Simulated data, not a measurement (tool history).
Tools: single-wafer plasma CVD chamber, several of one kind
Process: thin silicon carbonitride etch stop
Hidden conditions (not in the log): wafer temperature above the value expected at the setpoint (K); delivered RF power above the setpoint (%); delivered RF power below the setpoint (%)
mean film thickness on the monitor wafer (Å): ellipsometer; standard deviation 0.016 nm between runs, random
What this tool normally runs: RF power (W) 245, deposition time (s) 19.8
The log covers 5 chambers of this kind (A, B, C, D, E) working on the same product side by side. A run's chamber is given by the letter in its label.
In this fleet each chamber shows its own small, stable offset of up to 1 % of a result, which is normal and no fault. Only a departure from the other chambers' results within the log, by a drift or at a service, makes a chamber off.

run	hour	RF power (W)	deposition time (s)	hours since the last thermocouple change	hours since the last RF generator calibration	read-back reference wafer on the same gauge, thickness_nm	mean film thickness on the monitor wafer (Å)
1B	3.5	245	19.8	151.1	486.5	12.897	120.67
2E	11.2	245	19.8	79.7	777.4	12.897	121.03
3C	14.9	245	19.8	2051.8	619.9	12.898	120.42
4A	23.0	245	19.8	684.4	632.0	12.894	119.71
5D	30.7	245	19.8	751.6	413.0	12.890	120.83
6D	36.2	245	19.8	757.1	418.5	12.889	121.04
7B	42.0	245	23.5	189.6	525.0	12.886	143.45
8A	46.8	245	23.5	708.2	655.8	12.890	142.03
9C	53.1	245	23.5	2090.0	658.1	12.881	142.73
10E	58.1	245	23.5	126.6	824.3	12.885	143.18
11E	65.9	245	23.5	134.4	832.1	12.880	143.36
12C	72.1	245	19.8	2109.0	677.1	12.880	120.27
13A	76.8	245	19.8	738.2	685.8	12.874	119.79
14B	84.1	245	19.8	231.7	567.1	12.872	120.29
15D	91.9	245	19.8	812.8	474.2	12.875	120.92
16C	96.4	245	19.8	2133.3	701.4	12.871	120.44
17A	101.2	245	19.8	762.6	710.2	12.863	119.66
18B	107.2	245	19.8	254.8	590.2	12.869	120.36
19D	114.5	245	19.8	835.4	496.8	12.863	120.48
20E	120.5	290	18.0	189.0	886.7	12.863	115.42
21E	127.6	290	18.0	196.1	893.8	12.867	115.43
22C	132.9	290	18.0	2169.8	737.9	12.860	114.59
23B	138.2	290	18.0	285.8	621.2	12.855	115.14
24A	142.7	290	18.0	804.1	751.7	12.857	114.16
25D	149.1	245	19.8	870.0	531.4	12.854	120.58
26B	154.0	245	19.8	301.6	637.0	12.859	120.23
27C	158.2	245	19.8	2195.1	763.2	12.849	120.18
28A	162.0	245	19.8	823.4	771.0	12.846	119.31
29D	168.6	245	19.8	889.5	550.9	12.850	120.48
30E	173.9	245	19.8	242.4	940.1	12.846	120.50
31B	181.2	245	19.8	328.8	664.2	12.848	120.32
32C	187.0	245	19.8	2223.9	792.0	12.845	120.07
33D	192.1	245	19.8	913.0	574.4	12.839	120.59
34A	199.9	265	16.3	861.3	808.9	12.838	100.56
35E	206.6	265	16.3	275.1	972.8	12.833	101.67
36C	214.5	265	16.3	2251.4	819.5	12.838	101.00
37B	221.3	265	16.3	368.9	704.3	12.834	101.22

Predict what each chamber gives when all 5 of them run the settings below next.
38A	227.1	245	17.4				?
38B	227.1	245	17.4				?
38C	227.1	245	17.4				?
38D	227.1	245	17.4				?
38E	227.1	245	17.4				?

run	mean film thickness on the monitor wafer (Å)
38A	104.88
38B	105.40
38C	105.40
38D	105.56
38E	105.79

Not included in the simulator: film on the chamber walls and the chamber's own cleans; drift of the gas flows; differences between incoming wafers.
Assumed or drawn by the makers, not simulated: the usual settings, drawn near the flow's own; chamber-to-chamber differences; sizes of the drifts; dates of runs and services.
